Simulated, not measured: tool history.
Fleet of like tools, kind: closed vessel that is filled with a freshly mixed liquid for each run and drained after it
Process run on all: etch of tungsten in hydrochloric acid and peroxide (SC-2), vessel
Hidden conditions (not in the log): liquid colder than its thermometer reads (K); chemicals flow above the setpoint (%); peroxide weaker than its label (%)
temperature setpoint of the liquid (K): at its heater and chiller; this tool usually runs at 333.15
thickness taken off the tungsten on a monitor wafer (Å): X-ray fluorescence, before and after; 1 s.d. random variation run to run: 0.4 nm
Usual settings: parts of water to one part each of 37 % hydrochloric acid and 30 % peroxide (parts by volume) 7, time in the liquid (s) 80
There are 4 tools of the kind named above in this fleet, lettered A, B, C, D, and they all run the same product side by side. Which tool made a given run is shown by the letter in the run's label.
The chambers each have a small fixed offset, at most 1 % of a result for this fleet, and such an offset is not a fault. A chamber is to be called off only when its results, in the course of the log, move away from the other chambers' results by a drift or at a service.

run,hour,temperature setpoint of the liquid (K),parts of water to one part each of 37 % hydrochloric acid and 30 % peroxide (parts by volume),time in the liquid (s),hours since the thermometer was replaced,hours since the chemicals flow meter was replaced,hours since the drum of peroxide was connected,"read-back film thickness of the tungsten reference wafer, read on the same gauge (nm)",thickness taken off the tungsten on a monitor wafer (Å)
# hour 1.5: chamber D: new drum of peroxide connected
1A,6.1,333.15,7,80,540.9,1773.7,413.7,100,492.97
2C,17.5,333.15,7,80,1357.2,2031.6,1027.1,100.02,495.08
3D,27.2,333.15,7,80,1601.9,849,25.7,99.993,485.09
# hour 31.6: chamber A: new drum of peroxide connected
4B,34.7,333.15,7,80,541.3,409.8,1108.2,100.02,487.75
5C,42.4,333.15,7,80,1382.1,2056.5,1052,100.01,489.79
6B,50.2,339.65,7,115,556.8,425.3,1123.7,99.971,1029.6
# hour 55.8: chamber C: chemicals flow meter replaced
7A,56.5,339.65,7,115,591.3,1824.1,25,99.989,1065.5
8D,66.2,339.65,7,115,1640.9,888,64.7,99.966,1041.2
9D,75.2,339.65,7,115,1649.9,897,73.7,99.974,1033.2
10A,81.2,333.15,5,80,616,1848.8,49.7,99.983,635.79
11B,92.6,333.15,5,80,599.2,467.7,1166.1,100.05,623.65
# hour 98.5: chamber A: chemicals flow meter replaced
12C,101.7,333.15,5,80,1441.4,45.9,1111.3,100,634.44
13B,107.3,333.15,5,80,613.9,482.4,1180.8,99.967,626.85
14A,113.1,333.15,7,80,647.9,14.6,81.6,99.957,496
15D,120.5,333.15,7,80,1695.2,942.3,119,99.991,473.29
16C,127.4,333.15,7,80,1467.1,71.6,1137,99.995,497.26
17D,138.9,333.15,7,80,1713.6,960.7,137.4,99.996,464.66
18C,149.1,333.15,7,80,1488.8,93.3,1158.7,99.976,492.06
19B,154.2,333.15,7,80,660.8,529.3,1227.7,100,486.53
20A,164.5,333.15,7,80,699.3,66,133,99.995,492.67
21A,174.1,333.15,7,80,708.9,75.6,142.6,100.01,486.36
22D,180.9,333.15,7,80,1755.6,1002.7,179.4,100,456.97
23C,189,333.15,7,80,1528.7,133.2,1198.6,100.01,495.99
24B,194.7,333.15,7,80,701.3,569.8,1268.2,100,485.88
# hour 196.5: chamber C: new drum of peroxide connected
25A,199.9,333.15,4.5,80,734.7,101.4,168.4,99.991,687.5
26D,210.7,333.15,4.5,80,1785.4,1032.5,209.2,99.974,623.97
27C,221,333.15,4.5,80,1560.7,165.2,24.5,99.986,681.74
28B,232.2,333.15,4.5,80,738.8,607.3,1305.7,99.992,676.65
29B,243.5,333.15,7,80,750.1,618.6,1317,99.973,475.98

One chamber off, gauge drift, or nothing amiss beyond the chambers' own small offsets? If it is a chamber, which one, and what is the likeliest cause?

It is chamber D that slowly wanders off from its peers.
Likeliest cause: liquid colder than its thermometer reads (K) = 1.74.
It could be hard to tell apart here from: chemicals flow below the setpoint (%).

Which of the 4 candidates below, each the usual settings with something changed and its results left as question marks, puts chamber D back in line with what the other chambers give on the usual settings?
Counts as in line when no further than this from what the other chambers average on the usual settings: thickness taken off the tungsten on a monitor wafer (Å) 14
30D-1,251.8,333.15,6.5,80,,,,,?
30D-2,251.8,333.15,7.5,80,,,,,?
30D-3,251.8,334.15,7,85,,,,,?
30D-4,251.8,332.15,7,75,,,,,?

Mean of the other chambers on the usual settings: thickness taken off the tungsten on a monitor wafer (Å) 490.56
run,thickness taken off the tungsten on a monitor wafer (Å)
30D-1,462.47
30D-2,413.05
30D-3,493.58
30D-4,384.38
It is 30D-3 that realigns the chamber with its peers.
